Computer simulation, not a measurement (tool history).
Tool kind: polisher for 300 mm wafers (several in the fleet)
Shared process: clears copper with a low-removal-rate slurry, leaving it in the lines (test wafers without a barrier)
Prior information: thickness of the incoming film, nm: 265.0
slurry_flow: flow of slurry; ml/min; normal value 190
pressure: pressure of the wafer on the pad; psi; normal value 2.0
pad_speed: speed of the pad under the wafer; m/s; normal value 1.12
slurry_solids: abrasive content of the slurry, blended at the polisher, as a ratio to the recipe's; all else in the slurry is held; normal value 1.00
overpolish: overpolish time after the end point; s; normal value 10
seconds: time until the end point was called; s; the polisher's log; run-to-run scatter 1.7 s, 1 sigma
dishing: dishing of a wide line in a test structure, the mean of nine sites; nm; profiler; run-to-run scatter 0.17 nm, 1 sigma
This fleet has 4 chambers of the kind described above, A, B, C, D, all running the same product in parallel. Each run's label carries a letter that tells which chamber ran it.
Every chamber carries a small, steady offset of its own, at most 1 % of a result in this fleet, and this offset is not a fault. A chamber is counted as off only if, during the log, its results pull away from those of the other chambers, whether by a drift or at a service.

At hour 7.8: chamber A: slurry nozzle cleaned.
Run 1C, hour 11.1: usual settings. Result: seconds 126.560 s, dishing 15.610 nm.
Run 2A, hour 17.1: usual settings. Result: seconds 118.050 s, dishing 15.375 nm.
Run 3B, hour 23.4: usual settings. Result: seconds 124.000 s, dishing 15.354 nm.
Run 4D, hour 31.2: usual settings. Result: seconds 121.340 s, dishing 15.568 nm.
Run 5A, hour 37.4: usual settings. Result: seconds 121.800 s, dishing 15.493 nm.
Run 6C, hour 48.0: usual settings. Result: seconds 124.140 s, dishing 15.370 nm.
At hour 49.8: chamber B: worn pad replaced by a new one.
At hour 59.0: chamber D: worn pad replaced by a new one.
Run 7D, hour 59.5: usual settings but pad_speed 1.40 m/s. Result: seconds 98.077 s, dishing 18.894 nm.
Run 8B, hour 65.9: usual settings but pad_speed 1.40 m/s. Result: seconds 98.921 s, dishing 19.174 nm.
Run 9D, hour 75.2: usual settings but pad_speed 1.40 m/s. Result: seconds 97.699 s, dishing 18.833 nm.
Run 10C, hour 82.9: usual settings but pad_speed 1.40 m/s. Result: seconds 97.883 s, dishing 18.647 nm.
Run 11A, hour 94.4: usual settings. Result: seconds 120.490 s, dishing 15.508 nm.
At hour 95.2: chamber D: slurry blender recalibrated.
At hour 100.0: chamber C: slurry nozzle cleaned.
Run 12B, hour 101.9: usual settings. Result: seconds 122.010 s, dishing 15.373 nm.
Run 13C, hour 110.2: usual settings. Result: seconds 123.890 s, dishing 15.400 nm.
Run 14B, hour 121.2: usual settings. Result: seconds 125.400 s, dishing 15.575 nm.
Run 15A, hour 127.0: usual settings. Result: seconds 124.510 s, dishing 15.355 nm.
Run 16D, hour 137.9: usual settings. Result: seconds 121.850 s, dishing 15.576 nm.
Run 17A, hour 148.3: usual settings but slurry_solids 0.75. Result: seconds 134.630 s, dishing 14.376 nm.
Run 18B, hour 154.5: usual settings but slurry_solids 0.75. Result: seconds 129.130 s, dishing 14.613 nm.
At hour 155.8: chamber C: worn pad replaced by a new one.
Run 19C, hour 164.9: usual settings but slurry_solids 0.75. Result: seconds 132.940 s, dishing 14.416 nm.
Run 20D, hour 173.2: usual settings but slurry_solids 0.75. Result: seconds 131.160 s, dishing 14.445 nm.
Run 21C, hour 185.0: usual settings. Result: seconds 120.060 s, dishing 15.450 nm.
At hour 192.6: chamber D: worn pad replaced by a new one.
Run 22B, hour 193.5: usual settings. Result: seconds 124.380 s, dishing 15.454 nm.
At hour 202.2: chamber B: worn pad replaced by a new one.
Run 23D, hour 204.7: usual settings. Result: seconds 122.840 s, dishing 15.760 nm.
Run 24A, hour 211.2: usual settings. Result: seconds 127.840 s, dishing 15.028 nm.
At hour 218.9: chamber D: slurry blender recalibrated.
Run 25A, hour 221.3: usual settings. Result: seconds 127.300 s, dishing 15.013 nm.
Run 26D, hour 231.9: usual settings. Result: seconds 121.940 s, dishing 15.425 nm.
At hour 233.6: chamber D: slurry nozzle cleaned.
Run 27B, hour 241.4: usual settings. Result: seconds 125.270 s, dishing 15.498 nm.
Run 28C, hour 250.6: usual settings. Result: seconds 123.240 s, dishing 15.319 nm.
At hour 251.4: chamber A: slurry blender recalibrated.
Run 29D, hour 257.0: usual settings but slurry_flow 215 ml/min, slurry_solids 0.75. Result: seconds 129.220 s, dishing 14.891 nm.
At hour 257.8: chamber B: slurry blender recalibrated.
Run 30A, hour 265.3: usual settings but slurry_flow 215 ml/min, slurry_solids 0.75. Result: seconds 136.090 s, dishing 13.870 nm.
Run 31C, hour 271.4: usual settings but slurry_flow 215 ml/min, slurry_solids 0.75. Result: seconds 130.560 s, dishing 14.835 nm.
Run 32B, hour 280.0: usual settings but slurry_flow 215 ml/min, slurry_solids 0.75. Result: seconds 128.720 s, dishing 15.134 nm.
Run 33D, hour 290.6: usual settings but pressure 1.4 psi, slurry_solids 1.25. Result: seconds 167.320 s, dishing 11.497 nm.
At hour 294.4: chamber D: head pressure recalibrated.
Run 34A, hour 301.8: usual settings but pressure 1.4 psi, slurry_solids 1.25. Result: seconds 182.270 s, dishing 10.624 nm.
At hour 303.3: chamber B: slurry nozzle cleaned.
At hour 310.1: chamber D: worn pad replaced by a new one.
Run 35B, hour 312.1: usual settings but pressure 1.4 psi, slurry_solids 1.25. Result: seconds 166.380 s, dishing 11.599 nm.
At hour 312.9: chamber D: slurry blender recalibrated.
At hour 319.1: chamber A: slurry nozzle cleaned.
At hour 321.9: chamber C: worn pad replaced by a new one.
Run 36C, hour 322.2: usual settings but pressure 1.4 psi, slurry_solids 1.25. Result: seconds 166.650 s, dishing 11.569 nm.
At hour 328.8: chamber C: slurry nozzle cleaned.
Run 37D, hour 330.6: usual settings. Result: seconds 120.980 s, dishing 15.680 nm.
At hour 336.6: chamber B: head pressure recalibrated.
Run 38A, hour 339.8: usual settings. Result: seconds 137.150 s, dishing 14.108 nm.
At hour 344.8: chamber B: worn pad replaced by a new one.
Run 39C, hour 345.9: usual settings but slurry_solids 0.90, overpolish 14 s. Result: seconds 128.480 s, dishing 20.257 nm.
Run 40B, hour 352.8: usual settings but slurry_solids 0.90, overpolish 14 s. Result: seconds 125.230 s, dishing 20.844 nm.

Each of the 4 chambers runs these same settings next. Fill in every chamber's results:
Run 41A, hour 361.3: usual settings but pad_speed 1.50 m/s. Result: seconds ?, dishing ?.
Run 41B, hour 361.3: usual settings but pad_speed 1.50 m/s. Result: seconds ?, dishing ?.
Run 41C, hour 361.3: usual settings but pad_speed 1.50 m/s. Result: seconds ?, dishing ?.
Run 41D, hour 361.3: usual settings but pad_speed 1.50 m/s. Result: seconds ?, dishing ?.

run  seconds  dishing
41A  101.830   18.169
41B   92.792   20.242
41C   92.450   20.272
41D   90.783   20.254

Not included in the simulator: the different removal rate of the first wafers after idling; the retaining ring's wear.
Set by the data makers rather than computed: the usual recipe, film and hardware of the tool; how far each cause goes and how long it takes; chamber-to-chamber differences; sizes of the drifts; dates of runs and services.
